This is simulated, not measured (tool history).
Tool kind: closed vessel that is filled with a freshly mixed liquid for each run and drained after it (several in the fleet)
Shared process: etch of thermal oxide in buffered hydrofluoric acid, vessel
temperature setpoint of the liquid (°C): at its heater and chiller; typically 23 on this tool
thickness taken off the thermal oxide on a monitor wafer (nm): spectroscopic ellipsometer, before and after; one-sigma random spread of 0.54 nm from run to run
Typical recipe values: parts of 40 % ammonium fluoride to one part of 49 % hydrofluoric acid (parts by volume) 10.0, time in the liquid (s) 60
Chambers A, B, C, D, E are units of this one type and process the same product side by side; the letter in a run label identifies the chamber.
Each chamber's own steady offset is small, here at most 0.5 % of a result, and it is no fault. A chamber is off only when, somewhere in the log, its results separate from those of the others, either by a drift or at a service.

run	hour	temperature setpoint of the liquid (°C)	parts of 40 % ammonium fluoride to one part of 49 % hydrofluoric acid (parts by volume)	time in the liquid (s)	hours since the thermometer was replaced	hours since the hydrofluoric acid flow meter was replaced	read-back film thickness of the thermal oxide reference wafer, read on the same gauge (nm)	thickness taken off the thermal oxide on a monitor wafer (nm)
1B	3.9	23	10.0	60	1706.8	177.1	129.99	63.049
2D	6.9	23	10.0	60	426.6	317.0	129.98	62.884
3E	10.9	23	10.0	60	747.5	1572.9	129.99	63.267
4C	13.7	23	10.0	60	796.7	645.8	130.00	63.178
5A	17.9	23	10.0	60	817.2	1276.0	130.02	61.325
6C	20.8	23	10.0	75	803.8	652.9	129.98	78.770
7B	24.3	23	10.0	75	1727.2	197.5	130.00	78.164
8A	29.2	23	10.0	75	828.5	1287.3	130.02	76.779
9D	34.2	23	10.0	75	453.9	344.3	129.99	78.824
10E	40.1	23	10.0	75	776.7	1602.1	129.98	79.728
11A	44.1	23	10.0	60	843.4	1302.2	130.00	62.152
12C	49.1	23	10.0	60	832.1	681.2	130.03	62.774
13B	52.4	23	10.0	60	1755.3	225.6	129.96	63.654
14E	55.5	23	10.0	60	792.1	1617.5	130.02	63.168
15D	59.1	23	10.0	60	478.8	369.2	129.99	62.643
16E	64.9	23	10.0	60	801.5	1626.9	130.01	63.351
17A	70.4	23	14.0	90	869.7	1328.5	129.99	66.922
18D	76.5	23	14.0	90	496.2	386.6	130.01	66.474
19C	80.9	23	14.0	90	863.9	713.0	130.01	69.503
20B	86.6	23	14.0	90	1789.5	259.8	129.98	67.773
21A	92.6	23	14.0	90	891.9	1350.7	129.98	67.982
22D	98.3	23	10.0	60	518.0	408.4	130.00	60.000
23C	101.8	23	10.0	60	884.8	733.9	130.05	62.622
24B	105.5	23	10.0	60	1808.4	278.7	130.00	62.721
25E	109.2	23	10.0	60	845.8	1671.2	130.01	61.764
26B	114.8	23	10.0	60	1817.7	288.0	129.97	63.288
27D	118.1	23	10.0	60	537.8	428.2	130.01	60.017
28A	123.1	23	12.5	40	922.4	1381.2	129.97	33.364
29C	128.9	23	12.5	40	911.9	761.0	130.03	33.888
30E	132.1	23	12.5	40	868.7	1694.1	129.98	33.591
31E	137.4	23	12.5	40	874.0	1699.4	130.02	33.622

For the next run the whole fleet of 5 chambers uses the same settings. Give each chamber's results:
32A	141.9	23	10.0	60				?
32B	141.9	23	10.0	60				?
32C	141.9	23	10.0	60				?
32D	141.9	23	10.0	60				?
32E	141.9	23	10.0	60				?

run	thickness taken off the thermal oxide on a monitor wafer (nm)
32A	62.147
32B	63.617
32C	63.917
32D	58.620
32E	62.434

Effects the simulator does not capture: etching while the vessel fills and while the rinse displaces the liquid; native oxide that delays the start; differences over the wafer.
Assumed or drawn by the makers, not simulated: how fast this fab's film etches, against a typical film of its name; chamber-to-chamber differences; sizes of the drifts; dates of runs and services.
